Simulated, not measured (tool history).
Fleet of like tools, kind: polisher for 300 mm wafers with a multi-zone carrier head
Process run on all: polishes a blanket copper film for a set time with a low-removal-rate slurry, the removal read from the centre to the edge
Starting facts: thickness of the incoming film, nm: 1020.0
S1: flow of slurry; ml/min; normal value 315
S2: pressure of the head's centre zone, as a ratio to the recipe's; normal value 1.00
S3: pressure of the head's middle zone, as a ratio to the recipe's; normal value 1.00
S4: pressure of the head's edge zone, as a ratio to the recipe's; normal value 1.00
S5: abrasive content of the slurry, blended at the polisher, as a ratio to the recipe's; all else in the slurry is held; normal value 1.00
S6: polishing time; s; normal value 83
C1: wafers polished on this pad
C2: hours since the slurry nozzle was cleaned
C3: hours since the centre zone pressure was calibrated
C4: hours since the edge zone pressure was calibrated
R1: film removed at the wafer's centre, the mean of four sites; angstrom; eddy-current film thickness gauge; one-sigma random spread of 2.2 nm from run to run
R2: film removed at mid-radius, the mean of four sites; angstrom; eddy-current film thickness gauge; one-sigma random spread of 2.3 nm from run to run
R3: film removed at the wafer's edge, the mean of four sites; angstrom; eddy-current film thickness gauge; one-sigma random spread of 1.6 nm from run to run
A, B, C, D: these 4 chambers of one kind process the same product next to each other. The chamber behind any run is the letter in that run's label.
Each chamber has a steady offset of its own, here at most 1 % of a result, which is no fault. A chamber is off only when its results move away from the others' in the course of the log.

{"run": "1B", "day": 0.275, "S1": 315, "S2": 1.0, "S3": 1.0, "S4": 1.0, "S5": 1.0, "S6": 83, "C1": 713, "C2": 291.4, "C3": 285.2, "C4": 950.8, "R1": 2056.9, "R2": 2047.0, "R3": 2062.1}
{"run": "2C", "day": 0.546, "S1": 315, "S2": 1.0, "S3": 1.0, "S4": 1.0, "S5": 1.0, "S6": 83, "C1": 188, "C2": 48.2, "C3": 226.8, "C4": 235.2, "R1": 2079.8, "R2": 2050.7, "R3": 2087.2}
{"day": 0.629, "done": "chamber B: worn pad replaced by a new one"}
{"run": "3D", "day": 0.829, "S1": 315, "S2": 1.0, "S3": 1.0, "S4": 1.0, "S5": 1.0, "S6": 83, "C1": 548, "C2": 165.0, "C3": 339.6, "C4": 422.2, "R1": 2041.6, "R2": 2026.3, "R3": 2055.0}
{"run": "4A", "day": 1.121, "S1": 315, "S2": 1.0, "S3": 1.0, "S4": 1.0, "S5": 1.0, "S6": 83, "C1": 237, "C2": 363.8, "C3": 877.6, "C4": 326.9, "R1": 1999.9, "R2": 2074.7, "R3": 2046.3}
{"run": "5C", "day": 1.442, "S1": 315, "S2": 1.0, "S3": 1.0, "S4": 1.0, "S5": 1.0, "S6": 83, "C1": 372, "C2": 69.7, "C3": 248.3, "C4": 256.7, "R1": 2044.7, "R2": 2027.9, "R3": 2047.8}
{"run": "6B", "day": 1.592, "S1": 315, "S2": 1.0, "S3": 1.0, "S4": 1.0, "S5": 1.0, "S6": 83, "C1": 197, "C2": 323.0, "C3": 316.8, "C4": 982.4, "R1": 2038.3, "R2": 2008.8, "R3": 2052.6}
{"run": "7D", "day": 1.742, "S1": 315, "S2": 1.0, "S3": 1.0, "S4": 1.0, "S5": 1.0, "S6": 83, "C1": 735, "C2": 186.9, "C3": 361.5, "C4": 444.1, "R1": 2034.5, "R2": 2013.9, "R3": 2018.5}
{"day": 1.917, "done": "chamber D: edge zone pressure recalibrated"}
{"run": "8A", "day": 1.967, "S1": 315, "S2": 1.0, "S3": 1.0, "S4": 1.0, "S5": 1.0, "S6": 83, "C1": 410, "C2": 384.1, "C3": 897.9, "C4": 347.2, "R1": 1985.1, "R2": 2052.4, "R3": 2037.7}
{"run": "9B", "day": 2.246, "S1": 315, "S2": 1.0, "S3": 1.0, "S4": 1.0, "S5": 1.0, "S6": 83, "C1": 332, "C2": 338.7, "C3": 332.5, "C4": 998.1, "R1": 2010.5, "R2": 2002.6, "R3": 2070.2}
{"run": "10C", "day": 2.467, "S1": 315, "S2": 1.0, "S3": 1.0, "S4": 1.0, "S5": 1.0, "S6": 83, "C1": 583, "C2": 94.3, "C3": 272.9, "C4": 281.3, "R1": 2077.4, "R2": 2043.5, "R3": 2062.8}
{"day": 2.588, "done": "chamber C: worn pad replaced by a new one"}
{"run": "11A", "day": 2.804, "S1": 315, "S2": 1.0, "S3": 1.0, "S4": 1.0, "S5": 1.0, "S6": 83, "C1": 582, "C2": 404.2, "C3": 918.0, "C4": 367.3, "R1": 2014.9, "R2": 2061.5, "R3": 2047.9}
{"run": "12D", "day": 3.088, "S1": 315, "S2": 1.0, "S3": 1.0, "S4": 1.0, "S5": 1.0, "S6": 96, "C1": 1012, "C2": 219.2, "C3": 393.8, "C4": 28.2, "R1": 2327.0, "R2": 2383.1, "R3": 2332.5}
{"run": "13B", "day": 3.262, "S1": 315, "S2": 1.0, "S3": 1.0, "S4": 1.0, "S5": 1.0, "S6": 96, "C1": 540, "C2": 363.1, "C3": 356.9, "C4": 1022.5, "R1": 2325.5, "R2": 2357.6, "R3": 2383.8}
{"run": "14A", "day": 3.446, "S1": 315, "S2": 1.0, "S3": 1.0, "S4": 1.0, "S5": 1.0, "S6": 96, "C1": 714, "C2": 419.6, "C3": 933.4, "C4": 382.7, "R1": 2328.0, "R2": 2357.6, "R3": 2357.4}
{"run": "15C", "day": 3.6, "S1": 315, "S2": 1.0, "S3": 1.0, "S4": 1.0, "S5": 1.0, "S6": 96, "C1": 208, "C2": 121.5, "C3": 300.1, "C4": 308.5, "R1": 2396.9, "R2": 2395.5, "R3": 2378.4}
{"run": "16D", "day": 3.846, "S1": 315, "S2": 1.0, "S3": 1.0, "S4": 1.0, "S5": 1.0, "S6": 83, "C1": 1167, "C2": 237.4, "C3": 412.0, "C4": 46.4, "R1": 2026.9, "R2": 2025.2, "R3": 2034.8}
{"run": "17A", "day": 3.996, "S1": 315, "S2": 1.0, "S3": 1.0, "S4": 1.0, "S5": 1.0, "S6": 83, "C1": 827, "C2": 432.8, "C3": 946.6, "C4": 395.9, "R1": 2068.7, "R2": 2051.9, "R3": 2036.0}
{"run": "18C", "day": 4.233, "S1": 315, "S2": 1.0, "S3": 1.0, "S4": 1.0, "S5": 1.0, "S6": 83, "C1": 338, "C2": 136.7, "C3": 315.3, "C4": 323.7, "R1": 2032.8, "R2": 2018.1, "R3": 2037.8}
{"run": "19B", "day": 4.446, "S1": 315, "S2": 1.0, "S3": 1.0, "S4": 1.0, "S5": 1.0, "S6": 83, "C1": 783, "C2": 391.5, "C3": 385.3, "C4": 1050.9, "R1": 1985.5, "R2": 2047.8, "R3": 2077.3}
{"run": "20D", "day": 4.6, "S1": 315, "S2": 1.0, "S3": 1.0, "S4": 1.0, "S5": 1.0, "S6": 83, "C1": 1322, "C2": 255.5, "C3": 430.1, "C4": 64.5, "R1": 2008.9, "R2": 1985.2, "R3": 2037.5}
{"day": 4.617, "done": "chamber B: worn pad replaced by a new one"}
{"run": "21D", "day": 4.892, "S1": 315, "S2": 1.0, "S3": 1.0, "S4": 1.0, "S5": 1.0, "S6": 83, "C1": 1382, "C2": 262.5, "C3": 437.1, "C4": 71.5, "R1": 1989.9, "R2": 2031.4, "R3": 2050.3}
{"run": "22B", "day": 5.179, "S1": 315, "S2": 1.0, "S3": 1.0, "S4": 1.0, "S5": 1.0, "S6": 83, "C1": 115, "C2": 409.1, "C3": 402.9, "C4": 1068.5, "R1": 2007.8, "R2": 2015.5, "R3": 2050.7}
{"run": "23C", "day": 5.333, "S1": 315, "S2": 1.0, "S3": 1.0, "S4": 1.0, "S5": 1.0, "S6": 83, "C1": 563, "C2": 163.1, "C3": 341.7, "C4": 350.1, "R1": 2029.6, "R2": 2026.2, "R3": 2030.5}
{"run": "24A", "day": 5.571, "S1": 315, "S2": 0.91, "S3": 1.0, "S4": 1.0, "S5": 0.75, "S6": 83, "C1": 1150, "C2": 470.6, "C3": 984.4, "C4": 433.7, "R1": 1710.2, "R2": 1916.8, "R3": 1924.6}
{"day": 5.779, "done": "chamber C: worn pad replaced by a new one"}
{"run": "25B", "day": 5.8, "S1": 315, "S2": 0.91, "S3": 1.0, "S4": 1.0, "S5": 0.75, "S6": 83, "C1": 243, "C2": 424.0, "C3": 417.8, "C4": 1083.4, "R1": 1649.8, "R2": 1924.1, "R3": 1898.8}
{"run": "26D", "day": 5.954, "S1": 315, "S2": 0.91, "S3": 1.0, "S4": 1.0, "S5": 0.75, "S6": 83, "C1": 1600, "C2": 288.0, "C3": 462.6, "C4": 97.0, "R1": 1690.1, "R2": 1899.9, "R3": 1894.9}
{"day": 6.117, "done": "chamber D: worn pad replaced by a new one"}
{"run": "27A", "day": 6.221, "S1": 315, "S2": 0.91, "S3": 1.0, "S4": 1.0, "S5": 0.75, "S6": 83, "C1": 1283, "C2": 486.2, "C3": 1000.0, "C4": 449.3, "R1": 1720.6, "R2": 1947.8, "R3": 1916.2}
{"day": 6.271, "done": "chamber A: worn pad replaced by a new one"}
{"run": "28C", "day": 6.438, "S1": 315, "S2": 1.0, "S3": 1.0, "S4": 1.0, "S5": 1.0, "S6": 83, "C1": 135, "C2": 189.6, "C3": 368.2, "C4": 376.6, "R1": 2040.2, "R2": 2045.0, "R3": 2040.7}
{"run": "29A", "day": 6.696, "S1": 315, "S2": 1.0, "S3": 1.0, "S4": 1.0, "S5": 1.0, "S6": 83, "C1": 88, "C2": 497.6, "C3": 1011.4, "C4": 460.7, "R1": 1995.2, "R2": 2055.1, "R3": 2060.2}
{"run": "30B", "day": 6.854, "S1": 315, "S2": 1.0, "S3": 1.0, "S4": 1.0, "S5": 1.0, "S6": 83, "C1": 459, "C2": 449.3, "C3": 443.1, "C4": 1108.7, "R1": 1899.5, "R2": 2026.9, "R3": 2045.1}
{"run": "31C", "day": 7.046, "S1": 315, "S2": 1.0, "S3": 1.0, "S4": 1.0, "S5": 1.0, "S6": 83, "C1": 260, "C2": 204.2, "C3": 382.8, "C4": 391.2, "R1": 2036.7, "R2": 2031.1, "R3": 2078.8}
{"run": "32D", "day": 7.308, "S1": 315, "S2": 1.0, "S3": 0.96, "S4": 0.96, "S5": 1.0, "S6": 83, "C1": 244, "C2": 320.5, "C3": 495.1, "C4": 129.5, "R1": 2016.3, "R2": 1978.3, "R3": 2034.7}
{"run": "33D", "day": 7.579, "S1": 315, "S2": 1.0, "S3": 0.96, "S4": 0.96, "S5": 1.0, "S6": 83, "C1": 300, "C2": 327.0, "C3": 501.6, "C4": 136.0, "R1": 2032.7, "R2": 1985.1, "R3": 2023.2}
{"run": "34C", "day": 7.796, "S1": 315, "S2": 1.0, "S3": 0.96, "S4": 0.96, "S5": 1.0, "S6": 83, "C1": 414, "C2": 222.2, "C3": 400.8, "C4": 409.2, "R1": 2080.4, "R2": 1930.1, "R3": 2023.3}
{"run": "35B", "day": 8.004, "S1": 315, "S2": 1.0, "S3": 0.96, "S4": 0.96, "S5": 1.0, "S6": 83, "C1": 695, "C2": 476.9, "C3": 470.7, "C4": 1136.3, "R1": 1869.1, "R2": 1966.9, "R3": 1987.3}
{"run": "36A", "day": 8.238, "S1": 315, "S2": 1.0, "S3": 1.0, "S4": 1.0, "S5": 1.0, "S6": 83, "C1": 404, "C2": 534.6, "C3": 1048.4, "C4": 497.7, "R1": 2045.0, "R2": 2020.5, "R3": 2058.1}
{"run": "37A", "day": 8.479, "S1": 315, "S2": 1.0, "S3": 1.0, "S4": 1.0, "S5": 1.0, "S6": 83, "C1": 454, "C2": 540.4, "C3": 1054.2, "C4": 503.5, "R1": 2049.7, "R2": 2038.9, "R3": 2010.7}
{"run": "38B", "day": 8.629, "S1": 315, "S2": 1.0, "S3": 1.0, "S4": 1.0, "S5": 1.0, "S6": 83, "C1": 823, "C2": 491.9, "C3": 485.7, "C4": 1151.3, "R1": 1826.0, "R2": 2032.8, "R3": 2068.3}
{"run": "39C", "day": 8.883, "S1": 315, "S2": 1.0, "S3": 1.0, "S4": 1.0, "S5": 1.0, "S6": 83, "C1": 637, "C2": 248.3, "C3": 426.9, "C4": 435.3, "R1": 2066.0, "R2": 2048.0, "R3": 2030.1}
{"day": 9.05, "done": "chamber C: worn pad replaced by a new one"}
{"run": "40D", "day": 9.162, "S1": 315, "S2": 1.0, "S3": 1.0, "S4": 1.0, "S5": 1.0, "S6": 83, "C1": 625, "C2": 365.0, "C3": 539.6, "C4": 174.0, "R1": 2051.7, "R2": 2028.5, "R3": 2043.4}
{"run": "41A", "day": 9.367, "S1": 315, "S2": 1.0, "S3": 1.0, "S4": 1.0, "S5": 1.0, "S6": 83, "C1": 636, "C2": 561.7, "C3": 1075.5, "C4": 524.8, "R1": 2001.5, "R2": 2061.3, "R3": 2021.4}
{"run": "42D", "day": 9.567, "S1": 315, "S2": 1.0, "S3": 1.0, "S4": 1.0, "S5": 1.0, "S6": 83, "C1": 708, "C2": 374.7, "C3": 549.3, "C4": 183.7, "R1": 2063.7, "R2": 2060.0, "R3": 2041.0}
{"run": "43C", "day": 9.758, "S1": 315, "S2": 1.0, "S3": 1.0, "S4": 1.0, "S5": 1.0, "S6": 83, "C1": 146, "C2": 269.3, "C3": 447.9, "C4": 456.3, "R1": 2076.1, "R2": 2054.7, "R3": 2037.5}

Each of the 4 chambers runs these same settings next. Fill in every chamber's results:
{"run": "44A", "day": 10.0, "S1": 315, "S2": 1.0, "S3": 1.0, "S4": 0.93, "S5": 1.0, "S6": 83, "R1": "?", "R2": "?", "R3": "?"}
{"run": "44B", "day": 10.0, "S1": 315, "S2": 1.0, "S3": 1.0, "S4": 0.93, "S5": 1.0, "S6": 83, "R1": "?", "R2": "?", "R3": "?"}
{"run": "44C", "day": 10.0, "S1": 315, "S2": 1.0, "S3": 1.0, "S4": 0.93, "S5": 1.0, "S6": 83, "R1": "?", "R2": "?", "R3": "?"}
{"run": "44D", "day": 10.0, "S1": 315, "S2": 1.0, "S3": 1.0, "S4": 0.93, "S5": 1.0, "S6": 83, "R1": "?", "R2": "?", "R3": "?"}

run=44A R1=2081.1 R2=2061.4 R3=1966.9
run=44B R1=1755.2 R2=2014.2 R3=1997.2
run=44C R1=2030.7 R2=2037.4 R3=1976.8
run=44D R1=2020.1 R2=2033.9 R3=1947.1
